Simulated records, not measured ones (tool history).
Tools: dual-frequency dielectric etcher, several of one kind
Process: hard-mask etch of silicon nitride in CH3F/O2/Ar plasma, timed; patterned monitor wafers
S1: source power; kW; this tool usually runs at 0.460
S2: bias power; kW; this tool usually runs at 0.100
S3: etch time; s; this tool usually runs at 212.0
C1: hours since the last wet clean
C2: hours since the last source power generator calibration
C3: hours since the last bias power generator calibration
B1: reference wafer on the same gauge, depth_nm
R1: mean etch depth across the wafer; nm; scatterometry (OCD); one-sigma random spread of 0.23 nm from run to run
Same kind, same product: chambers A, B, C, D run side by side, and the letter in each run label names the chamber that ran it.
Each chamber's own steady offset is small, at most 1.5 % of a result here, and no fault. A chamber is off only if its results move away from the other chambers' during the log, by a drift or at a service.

run,hour,S1,S2,S3,C1,C2,C3,B1,R1
1A,12.9,0.460,0.100,212.0,261.5,1076.9,2094.2,195.93,175.00
2D,29.2,0.460,0.100,212.0,402.7,848.4,821.7,195.89,173.73
3C,39.9,0.460,0.100,212.0,337.1,2811.2,650.7,195.90,176.93
4B,51.1,0.460,0.100,212.0,232.4,2772.6,2029.1,195.89,174.98
5D,64.3,0.460,0.100,212.0,437.8,883.5,856.8,195.82,173.49
6A,71.7,0.460,0.100,212.0,320.3,1135.7,2153.0,195.77,174.47
7C,83.6,0.460,0.100,212.0,380.8,2854.9,694.4,195.69,176.51
# hour 92.5: chamber D: wet clean of the chamber
8B,95.9,0.460,0.100,212.0,277.2,2817.4,2073.9,195.72,174.83
9C,107.2,0.460,0.100,212.0,404.4,2878.5,718.0,195.69,176.41
10B,119.1,0.460,0.086,156.5,300.4,2840.6,2097.1,195.66,122.42
11A,135.6,0.460,0.086,156.5,384.2,1199.6,2216.9,195.62,121.96
# hour 144.7: chamber B: wet clean of the chamber
12D,145.2,0.460,0.086,156.5,52.8,964.4,937.7,195.53,120.99
13A,158.0,0.460,0.086,156.5,406.6,1222.0,2239.3,195.51,122.27
14B,168.2,0.460,0.100,212.0,23.5,2889.7,2146.2,195.53,174.69
15C,181.3,0.460,0.100,212.0,478.5,2952.6,792.1,195.44,176.09
16D,195.4,0.460,0.100,212.0,103.0,1014.6,987.9,195.47,173.31
17B,203.5,0.460,0.100,212.0,58.8,2925.0,2181.5,195.36,174.47
18C,218.9,0.460,0.100,212.0,516.1,2990.2,829.7,195.39,176.24
19A,231.6,0.460,0.100,212.0,480.2,1295.6,2312.9,195.37,174.09
20D,241.1,0.460,0.100,212.0,148.7,1060.3,1033.6,195.26,172.77
21A,250.3,0.460,0.100,212.0,498.9,1314.3,2331.6,195.25,174.32
22B,258.0,0.460,0.100,212.0,113.3,2979.5,2236.0,195.22,174.40
23D,272.1,0.460,0.100,212.0,179.7,1091.3,1064.6,195.14,172.77
24C,282.6,0.460,0.100,212.0,579.8,3053.9,893.4,195.17,175.89
# hour 286.5: chamber C: wet clean of the chamber
25A,291.4,0.460,0.100,212.0,540.0,1355.4,2372.7,195.14,174.30
26D,300.3,0.460,0.100,212.0,207.9,1119.5,1092.8,195.09,173.30
27B,314.0,0.460,0.100,212.0,169.3,3035.5,2292.0,195.13,174.21
28C,323.0,0.460,0.100,212.0,36.5,3094.3,933.8,195.05,176.11
29D,330.8,0.460,0.100,212.0,238.4,1150.0,1123.3,195.01,172.64
30B,342.5,0.460,0.124,212.0,197.8,3064.0,2320.5,195.02,188.65

For the next run the whole fleet of 4 chambers uses the same settings. Give each chamber's results:
31A,354.4,0.460,0.100,212.0,,,,,?
31B,354.4,0.460,0.100,212.0,,,,,?
31C,354.4,0.460,0.100,212.0,,,,,?
31D,354.4,0.460,0.100,212.0,,,,,?

run,R1
31A,174.00
31B,173.68
31C,176.02
31D,172.66
